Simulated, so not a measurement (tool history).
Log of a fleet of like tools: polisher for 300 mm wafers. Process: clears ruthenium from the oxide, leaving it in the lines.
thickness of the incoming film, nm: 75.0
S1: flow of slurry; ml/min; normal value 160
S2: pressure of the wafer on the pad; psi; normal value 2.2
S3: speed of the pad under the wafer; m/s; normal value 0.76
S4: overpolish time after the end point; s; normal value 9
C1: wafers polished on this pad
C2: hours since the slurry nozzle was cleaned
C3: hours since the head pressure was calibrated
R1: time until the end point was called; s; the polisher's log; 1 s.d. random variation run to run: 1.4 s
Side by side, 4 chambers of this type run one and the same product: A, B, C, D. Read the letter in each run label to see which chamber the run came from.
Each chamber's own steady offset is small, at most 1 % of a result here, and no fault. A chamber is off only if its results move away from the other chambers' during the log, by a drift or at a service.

run 1A hour=9.4 | S1=160 S2=2.2 S3=0.76 S4=9 | C1=333 C2=97.4 C3=565.1 | R1=85.919
run 2B hour=17.2 | S1=160 S2=2.2 S3=0.76 S4=9 | C1=856 C2=465.8 C3=252.2 | R1=84.003
-- hour=22.0 chamber C: head pressure recalibrated
run 3C hour=26.2 | S1=160 S2=2.2 S3=0.76 S4=9 | C1=617 C2=75.3 C3=4.2 | R1=87.948
run 4D hour=34.8 | S1=160 S2=2.2 S3=0.76 S4=9 | C1=547 C2=249.8 C3=403.8 | R1=86.024
-- hour=37.9 chamber C: worn pad replaced by a new one
run 5B hour=44.0 | S1=160 S2=2.2 S3=0.76 S4=9 | C1=989 C2=492.6 C3=279.0 | R1=81.375
run 6C hour=49.9 | S1=160 S2=2.2 S3=0.76 S4=9 | C1=60 C2=99.0 C3=27.9 | R1=86.656
-- hour=57.2 chamber B: worn pad replaced by a new one
run 7D hour=58.1 | S1=160 S2=2.2 S3=0.76 S4=9 | C1=663 C2=273.1 C3=427.1 | R1=85.792
run 8A hour=64.5 | S1=160 S2=2.2 S3=0.76 S4=9 | C1=608 C2=152.5 C3=620.2 | R1=87.479
run 9B hour=70.5 | S1=160 S2=2.2 S3=0.76 S4=9 | C1=66 C2=519.1 C3=305.5 | R1=86.549
run 10C hour=76.7 | S1=160 S2=2.2 S3=0.76 S4=9 | C1=194 C2=125.8 C3=54.7 | R1=87.702
run 11A hour=83.2 | S1=160 S2=2.2 S3=0.76 S4=9 | C1=701 C2=171.2 C3=638.9 | R1=88.660
run 12D hour=88.8 | S1=160 S2=2.2 S3=0.76 S4=9 | C1=817 C2=303.8 C3=457.8 | R1=85.874
run 13C hour=94.5 | S1=160 S2=2.2 S3=0.76 S4=9 | C1=283 C2=143.6 C3=72.5 | R1=86.048
-- hour=99.8 chamber B: slurry nozzle cleaned
run 14A hour=100.5 | S1=160 S2=2.2 S3=0.76 S4=9 | C1=788 C2=188.5 C3=656.2 | R1=86.682
run 15D hour=109.0 | S1=160 S2=2.2 S3=0.76 S4=9 | C1=917 C2=324.0 C3=478.0 | R1=87.880
run 16B hour=119.5 | S1=160 S2=2.2 S3=0.76 S4=9 | C1=311 C2=19.8 C3=354.5 | R1=84.537
run 17B hour=128.6 | S1=160 S2=2.2 S3=0.76 S4=9 | C1=356 C2=28.9 C3=363.6 | R1=85.180
run 18D hour=137.2 | S1=160 S2=1.8 S3=0.76 S4=11 | C1=1058 C2=352.2 C3=506.2 | R1=107.950
run 19A hour=142.2 | S1=160 S2=1.8 S3=0.76 S4=11 | C1=996 C2=230.2 C3=697.9 | R1=105.920
-- hour=146.7 chamber A: worn pad replaced by a new one
run 20C hour=148.5 | S1=160 S2=1.8 S3=0.76 S4=11 | C1=552 C2=197.6 C3=126.5 | R1=105.180
-- hour=157.2 chamber C: slurry nozzle cleaned
run 21C hour=157.6 | S1=160 S2=1.8 S3=0.76 S4=11 | C1=598 C2=0.5 C3=135.6 | R1=104.480
run 22B hour=166.4 | S1=160 S2=2.2 S3=0.76 S4=9 | C1=545 C2=66.7 C3=401.4 | R1=83.663
-- hour=171.4 chamber C: worn pad replaced by a new one
run 23A hour=173.0 | S1=160 S2=2.2 S3=0.76 S4=9 | C1=131 C2=261.0 C3=728.7 | R1=86.649
run 24D hour=180.3 | S1=160 S2=2.2 S3=0.76 S4=9 | C1=1273 C2=395.3 C3=549.3 | R1=91.164
run 25C hour=186.5 | S1=160 S2=2.2 S3=0.76 S4=9 | C1=75 C2=29.4 C3=164.5 | R1=86.089
-- hour=191.6 chamber D: worn pad replaced by a new one
run 26A hour=197.0 | S1=160 S2=2.2 S3=0.76 S4=9 | C1=251 C2=285.0 C3=752.7 | R1=86.669
run 27D hour=203.6 | S1=160 S2=2.2 S3=0.76 S4=9 | C1=60 C2=418.6 C3=572.6 | R1=92.704
run 28B hour=211.2 | S1=160 S2=2.2 S3=0.76 S4=9 | C1=769 C2=111.5 C3=446.2 | R1=84.978
run 29C hour=221.3 | S1=160 S2=2.2 S3=0.76 S4=9 | C1=249 C2=64.2 C3=199.3 | R1=87.483
run 30B hour=232.0 | S1=185 S2=2.2 S3=0.76 S4=14 | C1=873 C2=132.3 C3=467.0 | R1=84.033
run 31D hour=242.5 | S1=185 S2=2.2 S3=0.76 S4=14 | C1=254 C2=457.5 C3=611.5 | R1=92.093

Which is it: a chamber that has drifted or been left off by a service, a gauge drift common to all chambers, or only each chamber's usual small offset? If a chamber is off, name it and its likeliest cause.

Little by little, chamber D moves away from the other chambers.
What lies behind it: slurry flow missing at the pad, % = 38.3.
The log might look much the same if the cause were instead: head's pressure below its setpoint, %.

Here are 4 candidates for chamber D's next run, each the usual settings with a change, their results left as question marks. Which one brings its results back in line with what the others give on the usual settings?
To be in line, a result may differ from the other chambers' mean on the usual settings by at most: R1 5.000 s
run 32D-1 hour=250.4 | S1=160 S2=2.2 S3=0.62 S4=9 | R1=?
run 32D-2 hour=250.4 | S1=160 S2=2.5 S3=0.84 S4=9 | R1=?
run 32D-3 hour=250.4 | S1=160 S2=2.3 S3=0.80 S4=9 | R1=?
run 32D-4 hour=250.4 | S1=160 S2=2.1 S3=0.72 S4=9 | R1=?

On the usual settings, the other chambers give on average: R1 85.861 s
run=32D-1 R1=117.490
run=32D-2 R1=76.173
run=32D-3 R1=87.037
run=32D-4 R1=106.060
32D-3 is the one that brings the chamber's results back in line with the other chambers.

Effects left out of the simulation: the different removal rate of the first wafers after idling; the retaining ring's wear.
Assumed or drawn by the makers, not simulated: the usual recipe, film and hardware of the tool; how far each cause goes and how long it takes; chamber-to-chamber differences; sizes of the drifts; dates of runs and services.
